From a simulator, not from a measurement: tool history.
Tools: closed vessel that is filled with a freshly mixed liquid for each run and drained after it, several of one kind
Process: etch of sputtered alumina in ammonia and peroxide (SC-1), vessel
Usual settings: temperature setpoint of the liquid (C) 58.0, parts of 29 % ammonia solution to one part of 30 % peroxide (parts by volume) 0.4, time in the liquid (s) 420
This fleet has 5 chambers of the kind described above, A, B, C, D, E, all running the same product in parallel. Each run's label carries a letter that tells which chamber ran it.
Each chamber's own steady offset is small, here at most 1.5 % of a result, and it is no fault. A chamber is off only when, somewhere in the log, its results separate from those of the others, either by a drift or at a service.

run,day,temperature setpoint of the liquid (C),parts of 29 % ammonia solution to one part of 30 % peroxide (parts by volume),time in the liquid (s),hours since the thermometer was replaced,hours since the ammonia flow meter was replaced,hours since the drum of ammonia solution was connected,"read-back film thickness of the sputtered alumina reference wafer, read on the same gauge (nm)",thickness taken off the sputtered alumina on a monitor wafer (Å)
1B,0.438,58.0,0.4,420,852.1,1966.4,119.8,130.00,285.78
2E,1.025,58.0,0.4,420,429.3,934.7,69.6,129.98,277.98
3D,1.454,58.0,0.4,420,647.0,273.3,111.4,130.01,279.19
4A,1.954,58.0,0.4,420,1963.4,517.0,230.9,130.00,281.94
5C,2.254,58.0,0.4,420,415.8,1149.1,391.2,130.01,282.95
# day 2.462: chamber C: new drum of ammonia solution connected
6E,2.596,58.0,0.4,420,467.0,972.4,107.3,130.00,280.51
7A,3.071,58.0,0.4,420,1990.2,543.8,257.7,130.03,280.89
8B,3.667,58.0,0.4,420,929.6,2043.9,197.3,130.00,285.35
9D,4.096,58.0,0.4,420,710.4,336.7,174.8,130.00,280.83
10C,4.612,58.0,0.4,420,472.4,1205.7,51.6,130.00,282.47
11C,5.138,50.5,0.4,550,485.0,1218.3,64.2,129.99,250.39
12B,5.625,50.5,0.4,550,976.6,2090.9,244.3,130.01,249.52
# day 5.712: chamber E: ammonia flow meter replaced
13A,6.154,50.5,0.4,550,2064.2,617.8,331.7,130.01,244.42
14E,6.529,50.5,0.4,550,561.4,19.6,201.7,130.01,243.44
# day 6.908: chamber E: new drum of ammonia solution connected
15D,6.938,50.5,0.4,550,778.6,404.9,243.0,129.99,244.25
16D,7.217,58.0,0.4,420,785.3,411.6,249.7,129.99,281.34
17C,7.708,58.0,0.4,420,546.7,1280.0,125.9,130.01,285.80
# day 7.862: chamber B: ammonia flow meter replaced
18B,8.033,58.0,0.4,420,1034.4,4.1,302.1,129.98,284.94
19A,8.346,58.0,0.4,420,2116.8,670.4,384.3,130.00,279.46
20E,8.671,58.0,0.4,420,612.8,71.0,42.4,130.02,279.27
21B,8.929,58.0,0.4,420,1055.9,25.6,323.6,130.02,280.60
22E,9.379,58.0,0.4,420,629.8,88.0,59.4,129.99,278.85
23C,9.800,58.0,0.4,420,596.9,1330.2,176.1,129.99,284.18
24D,10.283,58.0,0.4,420,858.9,485.2,323.3,129.99,281.79
# day 10.579: chamber B: new drum of ammonia solution connected
25A,10.800,58.0,0.4,420,2175.7,729.3,443.2,130.01,278.08
26E,11.092,58.0,0.4,420,670.9,129.1,100.5,129.98,280.34
27B,11.450,58.0,0.4,420,1116.4,86.1,20.9,130.00,285.85
28C,11.892,48.5,0.4,420,647.1,1380.4,226.3,130.02,173.71
29A,12.238,48.5,0.4,420,2210.2,763.8,477.7,129.97,165.87
30D,12.717,48.5,0.4,420,917.3,543.6,381.7,130.00,164.54
31E,13.088,48.5,0.4,420,718.8,177.0,148.4,129.99,165.62
32C,13.462,48.5,0.4,420,684.8,1418.1,264.0,130.03,173.13
33D,13.883,58.0,0.4,420,945.3,571.6,409.7,129.99,278.77
34A,14.442,58.0,0.4,420,2263.1,816.7,530.6,130.01,277.20
# day 14.504: chamber C: thermometer replaced
35B,14.708,58.0,0.4,420,1194.6,164.3,99.1,129.98,285.87
36C,15.183,58.0,0.4,420,16.3,1459.4,305.3,130.00,285.32
37E,15.638,58.0,0.4,420,780.0,238.2,209.6,130.00,280.57

Is one chamber off against the others, does the gauge drift, or is nothing wrong? If a chamber is off, say which, and what the likeliest cause is.

The fleet is healthy, with each chamber sitting at its usual small offset and no drift in the gauge.
